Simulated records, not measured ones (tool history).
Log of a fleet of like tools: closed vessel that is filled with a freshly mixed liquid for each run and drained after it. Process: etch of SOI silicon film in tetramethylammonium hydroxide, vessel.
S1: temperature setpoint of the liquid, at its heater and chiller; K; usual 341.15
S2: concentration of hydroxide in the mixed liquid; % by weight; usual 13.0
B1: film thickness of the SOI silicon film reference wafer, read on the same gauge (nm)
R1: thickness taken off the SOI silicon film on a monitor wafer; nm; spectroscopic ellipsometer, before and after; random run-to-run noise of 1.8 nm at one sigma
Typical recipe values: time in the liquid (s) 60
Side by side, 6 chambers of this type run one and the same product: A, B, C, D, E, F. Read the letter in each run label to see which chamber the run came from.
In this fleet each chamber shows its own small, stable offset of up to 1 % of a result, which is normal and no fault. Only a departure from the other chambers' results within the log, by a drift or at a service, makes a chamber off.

run 1F hour=3.7 | S1=341.15 S2=13.0 time_in_the_liquid_(s)=60 | B1=30.025 | R1=338.93
run 2A hour=8.6 | S1=341.15 S2=13.0 time_in_the_liquid_(s)=60 | B1=30.015 | R1=341.23
run 3E hour=13.5 | S1=341.15 S2=13.0 time_in_the_liquid_(s)=60 | B1=30.018 | R1=338.61
run 4C hour=16.6 | S1=341.15 S2=13.0 time_in_the_liquid_(s)=60 | B1=30.048 | R1=342.06
run 5D hour=21.5 | S1=341.15 S2=13.0 time_in_the_liquid_(s)=60 | B1=29.968 | R1=345.09
run 6B hour=25.6 | S1=341.15 S2=13.0 time_in_the_liquid_(s)=60 | B1=30.015 | R1=343.59
run 7C hour=30.5 | S1=341.15 S2=13.0 time_in_the_liquid_(s)=60 | B1=29.937 | R1=338.32
run 8D hour=33.3 | S1=341.15 S2=13.0 time_in_the_liquid_(s)=60 | B1=29.993 | R1=340.04
run 9B hour=37.3 | S1=341.15 S2=16.0 time_in_the_liquid_(s)=60 | B1=30.025 | R1=313.63
run 10E hour=40.7 | S1=341.15 S2=16.0 time_in_the_liquid_(s)=60 | B1=30.032 | R1=310.66
run 11F hour=44.6 | S1=341.15 S2=16.0 time_in_the_liquid_(s)=60 | B1=30.005 | R1=311.77
run 12A hour=47.7 | S1=341.15 S2=16.0 time_in_the_liquid_(s)=60 | B1=30.019 | R1=308.83
run 13C hour=52.4 | S1=341.15 S2=16.0 time_in_the_liquid_(s)=60 | B1=30.032 | R1=308.59
run 14B hour=56.1 | S1=341.15 S2=16.0 time_in_the_liquid_(s)=60 | B1=29.969 | R1=311.38
run 15A hour=59.2 | S1=341.15 S2=13.0 time_in_the_liquid_(s)=60 | B1=29.991 | R1=343.81
run 16F hour=61.4 | S1=341.15 S2=13.0 time_in_the_liquid_(s)=60 | B1=30.046 | R1=344.74
run 17E hour=66.0 | S1=341.15 S2=13.0 time_in_the_liquid_(s)=60 | B1=30.061 | R1=340.33
run 18D hour=70.2 | S1=341.15 S2=13.0 time_in_the_liquid_(s)=60 | B1=29.980 | R1=337.51
run 19C hour=74.8 | S1=341.15 S2=13.0 time_in_the_liquid_(s)=60 | B1=29.980 | R1=344.12
run 20B hour=77.5 | S1=341.15 S2=13.0 time_in_the_liquid_(s)=60 | B1=30.076 | R1=344.79
run 21D hour=82.4 | S1=341.15 S2=13.0 time_in_the_liquid_(s)=60 | B1=30.001 | R1=336.47
run 22A hour=87.0 | S1=341.15 S2=13.0 time_in_the_liquid_(s)=60 | B1=29.918 | R1=343.49
run 23E hour=90.4 | S1=341.15 S2=13.0 time_in_the_liquid_(s)=60 | B1=30.010 | R1=343.32
run 24F hour=93.6 | S1=341.15 S2=13.0 time_in_the_liquid_(s)=60 | B1=30.017 | R1=342.10
run 25A hour=96.0 | S1=341.15 S2=13.0 time_in_the_liquid_(s)=60 | B1=29.979 | R1=344.14
run 26E hour=100.7 | S1=341.15 S2=13.0 time_in_the_liquid_(s)=60 | B1=29.982 | R1=341.12
run 27F hour=104.1 | S1=341.15 S2=13.0 time_in_the_liquid_(s)=60 | B1=30.026 | R1=343.49
run 28B hour=107.1 | S1=341.15 S2=13.0 time_in_the_liquid_(s)=60 | B1=30.000 | R1=344.89
run 29C hour=111.3 | S1=341.15 S2=13.0 time_in_the_liquid_(s)=60 | B1=29.973 | R1=341.51
run 30D hour=114.0 | S1=341.15 S2=13.0 time_in_the_liquid_(s)=60 | B1=30.026 | R1=329.83
run 31B hour=117.5 | S1=341.15 S2=13.0 time_in_the_liquid_(s)=60 | B1=29.990 | R1=344.07
run 32C hour=121.1 | S1=341.15 S2=13.0 time_in_the_liquid_(s)=60 | B1=30.051 | R1=335.49
run 33A hour=124.1 | S1=333.65 S2=16.5 time_in_the_liquid_(s)=60 | B1=29.987 | R1=195.75
run 34F hour=126.8 | S1=333.65 S2=16.5 time_in_the_liquid_(s)=60 | B1=29.988 | R1=195.97
-- hour=127.2 chamber F: hydroxide flow meter replaced
run 35D hour=130.7 | S1=333.65 S2=16.5 time_in_the_liquid_(s)=60 | B1=30.019 | R1=187.33
run 36E hour=133.4 | S1=333.65 S2=16.5 time_in_the_liquid_(s)=60 | B1=29.986 | R1=194.88
run 37B hour=137.8 | S1=333.65 S2=16.5 time_in_the_liquid_(s)=60 | B1=29.938 | R1=196.19
run 38F hour=140.1 | S1=333.65 S2=16.5 time_in_the_liquid_(s)=60 | B1=29.973 | R1=195.63
run 39D hour=144.0 | S1=341.15 S2=13.0 time_in_the_liquid_(s)=60 | B1=30.017 | R1=328.47
run 40E hour=147.0 | S1=341.15 S2=13.0 time_in_the_liquid_(s)=60 | B1=30.000 | R1=342.00
run 41A hour=151.2 | S1=341.15 S2=13.0 time_in_the_liquid_(s)=60 | B1=29.970 | R1=342.26

Next, all 6 chambers run the settings below, one line each with question marks for the results. What does each chamber give?
run 42A hour=154.8 | S1=334.15 S2=13.0 time_in_the_liquid_(s)=60 | R1=?
run 42B hour=154.8 | S1=334.15 S2=13.0 time_in_the_liquid_(s)=60 | R1=?
run 42C hour=154.8 | S1=334.15 S2=13.0 time_in_the_liquid_(s)=60 | R1=?
run 42D hour=154.8 | S1=334.15 S2=13.0 time_in_the_liquid_(s)=60 | R1=?
run 42E hour=154.8 | S1=334.15 S2=13.0 time_in_the_liquid_(s)=60 | R1=?
run 42F hour=154.8 | S1=334.15 S2=13.0 time_in_the_liquid_(s)=60 | R1=?

run=42A R1=227.56
run=42B R1=223.22
run=42C R1=221.24
run=42D R1=212.34
run=42E R1=221.87
run=42F R1=225.83
